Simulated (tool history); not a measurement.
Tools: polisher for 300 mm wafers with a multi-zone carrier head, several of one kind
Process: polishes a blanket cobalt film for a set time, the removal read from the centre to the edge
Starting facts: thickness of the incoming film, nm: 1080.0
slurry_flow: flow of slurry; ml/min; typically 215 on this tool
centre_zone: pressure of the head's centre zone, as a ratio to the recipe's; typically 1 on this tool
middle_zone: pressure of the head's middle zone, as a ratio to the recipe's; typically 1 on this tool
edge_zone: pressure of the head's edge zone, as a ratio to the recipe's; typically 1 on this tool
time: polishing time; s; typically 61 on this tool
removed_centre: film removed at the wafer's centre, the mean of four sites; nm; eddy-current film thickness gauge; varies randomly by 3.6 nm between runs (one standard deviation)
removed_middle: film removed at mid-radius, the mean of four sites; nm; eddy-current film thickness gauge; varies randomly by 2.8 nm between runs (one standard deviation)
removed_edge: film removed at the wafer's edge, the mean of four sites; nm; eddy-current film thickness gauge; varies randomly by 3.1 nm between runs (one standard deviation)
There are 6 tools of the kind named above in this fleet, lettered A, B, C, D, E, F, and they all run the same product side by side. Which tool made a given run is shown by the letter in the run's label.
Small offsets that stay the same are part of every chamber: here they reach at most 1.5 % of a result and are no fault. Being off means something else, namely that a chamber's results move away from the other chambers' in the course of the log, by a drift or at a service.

run,hour,slurry_flow,centre_zone,middle_zone,edge_zone,time,removed_centre,removed_middle,removed_edge
# hour 0.7: chamber E: slurry nozzle cleaned
# hour 0.9: chamber A: centre zone pressure recalibrated
1A,3.6,215,1,1,1,61,406.75,400.78,397.59
2E,10.9,215,1,1,1,61,399.38,402.7,393.49
# hour 12.2: chamber C: worn pad replaced by a new one
# hour 16.4: chamber E: worn pad replaced by a new one
3C,16.7,215,1,1,1,61,406.74,399.73,393.35
# hour 18.6: chamber B: worn pad replaced by a new one
4B,21,215,1,1,1,61,401.05,401.9,396.8
# hour 23.1: chamber F: worn pad replaced by a new one
5F,25.2,215,1,1,1,61,395.28,399.43,403.74
# hour 26.1: chamber A: worn pad replaced by a new one
6D,32.8,215,1,1,1,61,406.74,400.81,394.51
7C,40.1,215,0.93,1,1,61,373.94,397.16,390.81
8E,47.1,215,0.93,1,1,61,369.95,401.46,395.06
9A,51,215,0.93,1,1,61,376.2,395.69,403.06
# hour 55.6: chamber F: centre zone pressure recalibrated
# hour 57: chamber F: slurry nozzle cleaned
10B,57.8,215,0.93,1,1,61,367.94,404.1,400.42
11D,63.8,215,0.93,1,1,61,365.22,390.13,386.47
12F,68,215,0.93,1,1,61,369.27,396,401.94
# hour 70.4: chamber A: slurry nozzle cleaned
13E,73.6,215,1,1,1,61,405.36,402.12,398.8
# hour 76.1: chamber B: edge zone pressure recalibrated
# hour 77.2: chamber C: worn pad replaced by a new one
14F,80.2,260,0.93,1,1,61,382.31,412.15,410.14
15B,85.3,260,0.93,1,1,61,385.24,404.4,405.87
16C,91.4,260,0.93,1,1,61,384.11,410.82,401.19
# hour 91.5: chamber A: worn pad replaced by a new one
17D,95.9,260,0.93,1,1,61,367.93,396.15,393.57
# hour 101: chamber E: edge zone pressure recalibrated
18A,102.3,260,0.93,1,1,61,386.72,413.95,406.98
# hour 103: chamber F: worn pad replaced by a new one
19A,107.9,260,0.93,1,1,61,380.53,411.01,405.61
# hour 108.9: chamber B: worn pad replaced by a new one
20E,112.9,215,1,1,1.08,61,406.27,401.61,416.06
# hour 116.6: chamber E: worn pad replaced by a new one
21D,118.1,215,1,1,1.08,61,380.45,382.12,392.93
22F,122.9,215,1,1,1.08,61,401.5,395.03,415.82
# hour 125.1: chamber C: slurry nozzle cleaned
23B,126.6,215,1,1,1.08,61,403.71,400.56,417.48
24C,134.1,215,1,1,1.08,61,408.3,402.64,412.15
# hour 135.6: chamber C: worn pad replaced by a new one
25B,140.7,215,1,1,1.08,61,395.73,398.04,419.28
26C,145.5,215,1,1,1,61,404.08,400.15,395.79
27A,151,215,1,1,1,61,407.18,400.41,398.78
# hour 153.8: chamber A: worn pad replaced by a new one
28F,155.6,215,1.1,1,1,61,448.51,400.05,397.6
# hour 161.4: chamber D: centre zone pressure recalibrated
29E,163,215,1.1,1,1,61,447.17,399.6,394.69
30D,169.4,215,1.1,1,1,61,421.01,374.76,375.38
31B,174.9,215,1.1,1,1,61,438.94,396.23,399.29
32D,180.8,215,1.1,1,1,61,418.1,367.31,370.12
33E,184.3,215,1.1,1,1,61,443.94,400.69,397.08
# hour 186.9: chamber F: worn pad replaced by a new one
34F,188.5,215,1,1,1,61,403.65,400.39,401.61
# hour 189.9: chamber C: worn pad replaced by a new one
35A,196.1,215,1,1,1.12,61,406.57,400.16,423.09
36C,201.4,215,1,1,1.12,61,399.75,405.67,415.26
37A,205.2,215,1,1,1.12,61,403.6,399.64,421.21
38F,212.1,215,1,1,1.12,61,403.77,398.33,426.76

Decide between three cases: one chamber stands off from its peers, the gauge reading all wafers drifts, or nothing is wrong past each chamber's small offset. Where a chamber is off, say which and what most likely put it there.

It is chamber D that slowly wanders off from its peers.
Cause: removal rate lost through wear of the pad, % = 8.11.
Not necessarily distinguishable in this log from: slurry flow missing at the pad, %.

Chamber D could run next with any of the 4 candidate recipes listed below; each alters the usual settings, and their results appear as question marks. Which one brings its results back in line with what the other chambers deliver on the usual settings?
To be in line, a result may differ from the other chambers' mean on the usual settings by at most: removed_centre 13 nm; removed_middle 9.7 nm; removed_edge 11 nm
39D-1,217.7,215,1,1,1,59,?,?,?
39D-2,217.7,215,1,1,1,66,?,?,?
39D-3,217.7,215,1,1,1,63,?,?,?
39D-4,217.7,215,1,1,1,56,?,?,?

What the other chambers average on the usual settings: removed_centre 402.61 nm; removed_middle 400.1 nm; removed_edge 397.83 nm
run,removed_centre,removed_middle,removed_edge
39D-1,356.77,354.83,353.28
39D-2,399.1,396.93,395.19
39D-3,380.96,378.89,377.23
39D-4,338.63,336.79,335.32
Change 39D-2 lands the chamber within the allowed miss of the other chambers.

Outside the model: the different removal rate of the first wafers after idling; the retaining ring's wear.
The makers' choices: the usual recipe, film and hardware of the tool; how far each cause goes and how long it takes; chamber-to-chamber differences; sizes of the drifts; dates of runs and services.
